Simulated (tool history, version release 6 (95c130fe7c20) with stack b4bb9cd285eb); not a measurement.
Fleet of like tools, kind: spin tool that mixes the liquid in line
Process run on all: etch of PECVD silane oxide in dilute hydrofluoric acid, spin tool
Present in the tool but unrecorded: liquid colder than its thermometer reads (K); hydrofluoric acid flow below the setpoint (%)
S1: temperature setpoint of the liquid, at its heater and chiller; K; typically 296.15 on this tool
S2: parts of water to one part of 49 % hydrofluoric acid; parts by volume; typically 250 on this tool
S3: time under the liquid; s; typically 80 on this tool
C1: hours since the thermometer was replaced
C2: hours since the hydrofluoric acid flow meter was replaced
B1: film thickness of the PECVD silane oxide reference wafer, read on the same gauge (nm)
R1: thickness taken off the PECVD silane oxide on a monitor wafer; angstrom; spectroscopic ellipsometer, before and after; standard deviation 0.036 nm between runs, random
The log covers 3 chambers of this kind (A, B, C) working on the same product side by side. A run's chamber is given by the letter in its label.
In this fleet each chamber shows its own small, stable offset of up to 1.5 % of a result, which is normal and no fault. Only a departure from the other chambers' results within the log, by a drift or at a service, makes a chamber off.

| run | hour | S1 | S2 | S3 | C1 | C2 | B1 | R1 |
|---|---|---|---|---|---|---|---|---|
| 1A | 6.3 | 296.15 | 250 | 80 | 1035.9 | 707.9 | 89.992 | 81.684 |
| 2C | 14.4 | 296.15 | 250 | 80 | 241.2 | 906.7 | 90.019 | 81.729 |
| 3B | 22.2 | 296.15 | 250 | 80 | 1353.1 | 1030.0 | 89.987 | 81.826 |
| 4C | 32.8 | 296.15 | 250 | 80 | 259.6 | 925.1 | 89.994 | 81.297 |
| 5A | 43.7 | 296.15 | 250 | 80 | 1073.3 | 745.3 | 90.032 | 81.429 |
| 6B | 50.8 | 296.15 | 250 | 80 | 1381.7 | 1058.6 | 89.958 | 81.294 |
| 7A | 60.0 | 296.15 | 250 | 80 | 1089.6 | 761.6 | 89.976 | 81.949 |
| 8B | 69.6 | 293.15 | 250 | 80 | 1400.5 | 1077.4 | 90.013 | 72.637 |
| 9C | 78.4 | 293.15 | 250 | 80 | 305.2 | 970.7 | 90.003 | 73.052 |
| 10A | 84.5 | 293.15 | 250 | 80 | 1114.1 | 786.1 | 90.022 | 73.274 |
| 11B | 93.0 | 296.15 | 250 | 80 | 1423.9 | 1100.8 | 90.014 | 80.894 |
| 12C | 99.1 | 296.15 | 250 | 80 | 325.9 | 991.4 | 90.011 | 82.363 |
| 13B | 105.8 | 296.15 | 250 | 80 | 1436.7 | 1113.6 | 90.012 | 81.167 |
| 14C | 113.3 | 296.15 | 250 | 80 | 340.1 | 1005.6 | 89.975 | 82.131 |
| 15A | 124.2 | 296.15 | 250 | 80 | 1153.8 | 825.8 | 89.995 | 82.331 |
| 16C | 135.7 | 296.15 | 310 | 60 | 362.5 | 1028.0 | 89.977 | 46.578 |
| 17A | 143.8 | 296.15 | 310 | 60 | 1173.4 | 845.4 | 89.988 | 46.642 |
| 18B | 155.5 | 296.15 | 310 | 60 | 1486.4 | 1163.3 | 89.992 | 46.331 |
| 19B | 166.4 | 296.15 | 250 | 80 | 1497.3 | 1174.2 | 89.999 | 80.018 |
| 20C | 177.4 | 296.15 | 250 | 80 | 404.2 | 1069.7 | 89.996 | 81.949 |
| 21A | 184.1 | 296.15 | 250 | 80 | 1213.7 | 885.7 | 90.019 | 82.284 |
| 22A | 193.5 | 296.15 | 250 | 80 | 1223.1 | 895.1 | 90.032 | 82.207 |
| 23C | 198.8 | 294.15 | 370 | 80 | 425.6 | 1091.1 | 90.020 | 46.193 |
| 24B | 210.5 | 294.15 | 370 | 80 | 1541.4 | 1218.3 | 90.009 | 45.435 |
| 25A | 216.3 | 294.15 | 370 | 80 | 1245.9 | 917.9 | 90.006 | 46.214 |
| 26B | 224.2 | 296.15 | 250 | 80 | 1555.1 | 1232.0 | 90.001 | 79.555 |
| 27C | 233.5 | 296.15 | 250 | 80 | 460.3 | 1125.8 | 90.001 | 81.530 |

One chamber off, gauge drift, or nothing amiss beyond the chambers' own small offsets? If it is a chamber, which one, and what is the likeliest cause?

Chamber B drifts away from the others.
What lies behind it: liquid colder than its thermometer reads (K) = 0.852.
It could be hard to tell apart here from: hydrofluoric acid flow below the setpoint (%).

Below are 4 candidate recipes for chamber B's next run, each the usual settings with a change, their results shown as question marks. Which of them brings B's results back in line with what the other chambers give on the usual settings?
In-line tolerance around the mean of the other chambers on the usual settings: R1 1.300 angstrom
| 28B-1 | 241.8 | 297.65 | 250 | 80 |  |  |  | ? |
| 28B-2 | 241.8 | 296.15 | 255 | 80 |  |  |  | ? |
| 28B-3 | 241.8 | 294.65 | 250 | 80 |  |  |  | ? |
| 28B-4 | 241.8 | 296.15 | 245 | 80 |  |  |  | ? |

On the usual settings, the other chambers give on average: R1 81.989 angstrom
| run | R1 |
|---|---|
| 28B-1 | 83.737 |
| 28B-2 | 77.421 |
| 28B-3 | 75.091 |
| 28B-4 | 81.333 |
With 28B-4, the chamber falls back in line with the rest.

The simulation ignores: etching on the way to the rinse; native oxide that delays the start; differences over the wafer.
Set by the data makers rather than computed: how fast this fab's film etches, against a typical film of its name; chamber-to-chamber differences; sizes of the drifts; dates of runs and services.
